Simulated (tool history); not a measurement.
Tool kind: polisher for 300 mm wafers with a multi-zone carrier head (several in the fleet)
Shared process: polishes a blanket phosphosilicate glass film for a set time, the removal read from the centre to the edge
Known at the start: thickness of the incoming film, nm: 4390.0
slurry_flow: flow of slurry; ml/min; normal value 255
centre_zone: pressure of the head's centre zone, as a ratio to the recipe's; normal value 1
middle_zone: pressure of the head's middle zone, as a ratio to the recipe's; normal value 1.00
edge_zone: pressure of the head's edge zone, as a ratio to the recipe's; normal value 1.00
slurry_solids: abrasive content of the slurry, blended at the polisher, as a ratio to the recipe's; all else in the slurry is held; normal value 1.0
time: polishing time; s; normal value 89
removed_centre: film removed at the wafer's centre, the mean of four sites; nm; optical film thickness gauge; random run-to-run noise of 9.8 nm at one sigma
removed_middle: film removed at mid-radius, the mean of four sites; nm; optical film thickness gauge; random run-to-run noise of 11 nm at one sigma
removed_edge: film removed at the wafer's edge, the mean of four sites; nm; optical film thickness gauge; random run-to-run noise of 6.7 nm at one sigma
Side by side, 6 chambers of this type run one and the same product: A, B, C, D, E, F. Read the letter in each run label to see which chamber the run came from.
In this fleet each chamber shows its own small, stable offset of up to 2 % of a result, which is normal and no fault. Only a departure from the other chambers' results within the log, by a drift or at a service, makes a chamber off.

run   hour  slurry_flow  centre_zone  middle_zone  edge_zone  slurry_solids  time  wafers polished on this pad  hours since the slurry nozzle was cleaned  hours since the centre zone pressure was calibrated  hours since the edge zone pressure was calibrated  removed_centre  removed_middle  removed_edge
 1F    3.7          255            1         1.00       1.00            1.0    89                          461                                      479.2                                                326.6                                              559.1          993.27          980.52        989.17
 2D    9.6          255            1         1.00       1.00            1.0    89                          281                                      454.3                                                596.1                                              283.4          982.20          978.64        988.52
 3B   12.9          255            1         1.00       1.00            1.0    89                          488                                      496.6                                                881.5                                              461.4          999.02          981.89        983.41
      13.2  -- chamber E: worn pad replaced by a new one
 4C   18.0          255            1         1.00       1.00            1.0    89                          278                                      226.4                                                650.9                                              775.9          976.20          996.36       1002.90
      19.8  -- chamber D: centre zone pressure recalibrated
      21.0  -- chamber F: centre zone pressure recalibrated
 5E   22.1          255            1         1.00       1.00            1.0    89                          112                                       63.2                                               1015.3                                              335.3          992.19         1002.80        986.75
      23.9  -- chamber B: worn pad replaced by a new one
 6A   26.6          255            1         1.00       1.00            1.0    89                          920                                      293.1                                                169.1                                              530.3          955.47          987.83        980.44
 7A   32.1          255            1         1.00       1.00            1.0    89                          989                                      298.6                                                174.6                                              535.8          987.11          981.36        984.19
 8C   35.0          255            1         1.00       1.00            1.0    89                          491                                      243.4                                                667.9                                              792.9          987.85          999.20        982.40
      36.5  -- chamber D: worn pad replaced by a new one
 9D   40.3          255            1         1.00       1.00            1.0    89                           48                                      485.0                                                 20.6                                              314.1          981.25         1001.00        996.15
10E   43.1          255            1         1.00       0.94            1.0   115                          374                                       84.2                                               1036.3                                              356.3         1294.80         1299.90       1240.40
      46.1  -- chamber A: worn pad replaced by a new one
11B   47.3          255            1         1.00       0.94            1.0   115                          292                                      531.0                                                915.9                                              495.8         1285.70         1287.40       1230.70
12F   51.3          255            1         1.00       0.94            1.0   115                         1057                                      526.8                                                 30.3                                              606.7         1268.80         1265.50       1232.80
13A   55.6          255            1         1.00       0.94            1.0   115                          119                                      322.1                                                198.1                                              559.3         1255.40         1291.30       1229.50
      56.1  -- chamber F: worn pad replaced by a new one
      59.7  -- chamber E: worn pad replaced by a new one
14C   61.3          255            1         1.00       0.94            1.0   115                          820                                      269.7                                                694.2                                              819.2         1268.60         1280.60       1230.80
15E   65.0          255            1         1.00       0.94            1.0   115                           66                                      106.1                                               1058.2                                              378.2         1286.50         1290.00       1250.60
16F   69.8          255            1         1.00       1.00            1.0    89                          171                                      545.3                                                 48.8                                              625.2         1003.40          999.70        995.44
17D   73.4          255            1         1.00       1.00            1.0    89                          462                                      518.1                                                 53.7                                              347.2          985.84          977.50        993.54
18B   78.0          305            1         1.00       1.00            1.0    71                          677                                      561.7                                                946.6                                              526.5          800.50          797.78        800.54
19A   81.0          305            1         1.00       1.00            1.0    71                          437                                      347.5                                                223.5                                              584.7          798.38          802.98        794.70
      81.6  -- chamber C: worn pad replaced by a new one
      82.3  -- chamber B: worn pad replaced by a new one
20B   83.9          305            1         1.00       1.00            1.0    71                           20                                      567.6                                                952.5                                              532.4          797.31          801.77        794.95
21F   87.6          305            1         1.00       1.00            1.0    71                          394                                      563.1                                                 66.6                                              643.0          813.04          795.98        795.94
22C   90.2          305            1         1.00       1.00            1.0    71                          108                                      298.6                                                723.1                                              848.1          814.81          818.00        792.30
      90.7  -- chamber D: worn pad replaced by a new one
23E   94.7          305            1         1.00       1.00            1.0    71                          438                                      135.8                                               1087.9                                              407.9          817.21          816.12        797.60
24D   98.8          255            1         1.00       1.00            1.0    89                          101                                      543.5                                                 79.1                                              372.6          980.74          991.49        991.55
25A  101.9          255            1         1.00       1.00            1.2   102                          699                                      368.4                                                244.4                                              605.6         1214.10         1253.10       1212.20
26D  104.8          255            1         1.00       1.00            1.2   102                          176                                      549.5                                                 85.1                                              378.6         1229.90         1231.30       1244.90
27B  107.6          255            1         1.00       1.00            1.2   102                          317                                      591.3                                                976.2                                              556.1         1220.70         1239.00       1230.90
28E  110.2          255            1         1.00       1.00            1.2   102                          632                                      151.3                                               1103.4                                              423.4         1240.10         1213.80       1225.70
     113.2  -- chamber E: worn pad replaced by a new one
29F  113.4          255            1         1.00       1.00            1.2   102                          717                                      588.9                                                 92.4                                              668.8         1223.50         1211.00       1224.90
30C  118.6          255            1         1.00       1.00            1.2   102                          463                                      327.0                                                751.5                                              876.5         1225.90         1230.50       1207.60
31B  121.5          255            1         1.00       1.00            0.7   101                          491                                      605.2                                                990.1                                              570.0          939.29          930.14        932.02
32F  124.8          255            1         1.00       1.00            0.7   101                          859                                      600.3                                                103.8                                              680.2          936.13          914.17        932.00
33A  130.2          255            1         1.00       1.00            0.7   101                         1053                                      396.7                                                272.7                                              633.9          936.40          933.48        936.49
     131.0  -- chamber B: worn pad replaced by a new one
     131.6  -- chamber A: worn pad replaced by a new one
34D  133.2          255            1         1.00       1.00            0.7   101                          532                                      577.9                                                113.5                                              407.0          939.95          939.38        942.76
     138.1  -- chamber F: worn pad replaced by a new one
35C  139.2          255            1         1.00       1.00            0.7   101                          721                                      347.6                                                772.1                                              897.1          941.47          934.94        943.24
     140.6  -- chamber D: worn pad replaced by a new one
36E  144.9          255            1         1.00       1.00            0.7   101                          397                                      186.0                                               1138.1                                              458.1          945.05          947.08        947.96
37B  148.2          255            1         1.00       1.00            1.0    89                          215                                      631.9                                               1016.8                                              596.7         1013.00          995.96        988.98
     151.3  -- chamber C: worn pad replaced by a new one
38C  153.8          255            1         1.00       1.00            1.0    89                           31                                      362.2                                                786.7                                              911.7          984.54          998.82        987.39
39F  157.5          255            1         1.09       1.00            1.2    89                          243                                      633.0                                                136.5                                              712.9         1060.80         1156.40       1071.90
40D  163.1          255            1         1.09       1.00            1.2    89                          281                                      607.8                                                143.4                                              436.9         1070.80         1183.20       1066.10
     165.6  -- chamber E: worn pad replaced by a new one
41E  167.8          255            1         1.09       1.00            1.2    89                           28                                      208.9                                               1161.0                                              481.0         1077.50         1175.20       1068.90
42A  170.9          255            1         1.09       1.00            1.2    89                          492                                      437.4                                                313.4                                              674.6         1071.90         1168.70       1055.70
43D  174.1          255            1         1.09       1.00            1.2    89                          419                                      618.8                                                154.4                                              447.9         1079.30         1179.00       1071.10
44A  180.1          255            1         1.09       1.00            1.2    89                          607                                      446.6                                                322.6                                              683.8         1070.20         1157.20       1053.40

All 6 chambers run these settings next. Forecast each chamber's results:
45A  184.5          255            1         1.00       1.00            1.0    89                                                                                                                                                                                               ?               ?             ?
45B  184.5          255            1         1.00       1.00            1.0    89                                                                                                                                                                                               ?               ?             ?
45C  184.5          255            1         1.00       1.00            1.0    89                                                                                                                                                                                               ?               ?             ?
45D  184.5          255            1         1.00       1.00            1.0    89                                                                                                                                                                                               ?               ?             ?
45E  184.5          255            1         1.00       1.00            1.0    89                                                                                                                                                                                               ?               ?             ?
45F  184.5          255            1         1.00       1.00            1.0    89                                                                                                                                                                                               ?               ?             ?

run  removed_centre  removed_middle  removed_edge
45A          979.81          984.97        987.77
45B          991.67         1002.50        988.25
45C          979.03         1011.50        976.90
45D          995.67          980.06        987.31
45E         1001.00         1014.40        999.07
45F          974.07          958.07        992.53
